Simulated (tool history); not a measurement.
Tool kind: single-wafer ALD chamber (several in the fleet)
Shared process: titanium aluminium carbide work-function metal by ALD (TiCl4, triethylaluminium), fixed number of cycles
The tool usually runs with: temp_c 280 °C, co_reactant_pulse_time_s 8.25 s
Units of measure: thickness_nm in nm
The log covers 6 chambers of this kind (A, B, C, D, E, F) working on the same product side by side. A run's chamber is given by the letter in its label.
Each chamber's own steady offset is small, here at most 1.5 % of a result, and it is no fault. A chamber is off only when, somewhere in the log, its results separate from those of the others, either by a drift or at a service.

| run | hour | temp_c | co_reactant_pulse_time_s | read-back reference wafer on the same gauge, thickness_nm | thickness_nm |
|---|---|---|---|---|---|
| 1C | 2.8 | 280 | 8.25 | 1.9791 | 1.7847 |
| 2D | 6.7 | 280 | 8.25 | 1.9799 | 1.7968 |
| 3F | 9.7 | 280 | 8.25 | 1.9795 | 1.7780 |
| 4E | 11.7 | 280 | 8.25 | 1.9786 | 1.7836 |
| 5A | 15.0 | 280 | 8.25 | 1.9781 | 1.7606 |
| 6B | 17.1 | 280 | 8.25 | 1.9786 | 1.7802 |
| 7C | 20.8 | 280 | 8.25 | 1.9776 | 1.7859 |
| 8F | 23.4 | 272 | 6.88 | 1.9780 | 1.6468 |
| 9B | 27.1 | 272 | 6.88 | 1.9777 | 1.6478 |
| 10A | 29.7 | 272 | 6.88 | 1.9770 | 1.6322 |
| 11E | 32.5 | 272 | 6.88 | 1.9769 | 1.6512 |
| 12D | 35.5 | 272 | 6.88 | 1.9758 | 1.6591 |
| 13C | 37.8 | 272 | 6.88 | 1.9762 | 1.6525 |
|  | 39.8 | chamber A: triethylaluminium bottle replaced |
| 14D | 42.0 | 267 | 8.25 | 1.9762 | 1.6908 |
| 15B | 44.3 | 267 | 8.25 | 1.9764 | 1.6687 |
| 16F | 47.1 | 267 | 8.25 | 1.9759 | 1.6679 |
| 17E | 49.8 | 267 | 8.25 | 1.9751 | 1.6766 |
| 18A | 53.8 | 267 | 8.25 | 1.9750 | 1.6522 |
| 19B | 55.8 | 267 | 8.25 | 1.9749 | 1.6684 |
| 20E | 58.6 | 280 | 8.25 | 1.9748 | 1.7810 |
| 21D | 61.2 | 280 | 7.24 | 1.9739 | 1.7476 |
| 22F | 64.8 | 280 | 7.24 | 1.9737 | 1.7277 |
| 23A | 66.7 | 280 | 7.24 | 1.9744 | 1.7163 |
| 24C | 69.2 | 280 | 7.24 | 1.9734 | 1.7316 |
| 25E | 72.3 | 280 | 7.24 | 1.9739 | 1.7331 |
| 26B | 74.4 | 280 | 7.24 | 1.9731 | 1.7320 |
| 27F | 76.4 | 280 | 8.25 | 1.9733 | 1.7735 |
| 28D | 80.5 | 280 | 8.25 | 1.9728 | 1.7920 |
| 29A | 82.8 | 280 | 8.25 | 1.9727 | 1.7588 |
| 30C | 85.1 | 280 | 8.25 | 1.9719 | 1.7751 |
| 31D | 87.3 | 280 | 8.25 | 1.9719 | 1.7877 |
| 32F | 89.5 | 280 | 8.25 | 1.9716 | 1.7724 |
| 33B | 92.1 | 280 | 8.25 | 1.9712 | 1.7733 |
| 34E | 95.6 | 280 | 8.25 | 1.9720 | 1.7781 |
| 35C | 98.8 | 280 | 8.25 | 1.9710 | 1.7769 |
| 36A | 102.3 | 280 | 8.25 | 1.9709 | 1.7507 |
| 37C | 104.7 | 280 | 8.25 | 1.9703 | 1.7760 |
| 38A | 108.1 | 280 | 8.25 | 1.9697 | 1.7555 |

All chambers now run identical settings, listed one chamber a line with results as question marks. What results will each chamber show?
| 39A | 111.2 | 280 | 8.25 |  | ? |
| 39B | 111.2 | 280 | 8.25 |  | ? |
| 39C | 111.2 | 280 | 8.25 |  | ? |
| 39D | 111.2 | 280 | 8.25 |  | ? |
| 39E | 111.2 | 280 | 8.25 |  | ? |
| 39F | 111.2 | 280 | 8.25 |  | ? |

| run | thickness_nm |
|---|---|
| 39A | 1.7549 |
| 39B | 1.7724 |
| 39C | 1.7769 |
| 39D | 1.7867 |
| 39E | 1.7780 |
| 39F | 1.7740 |
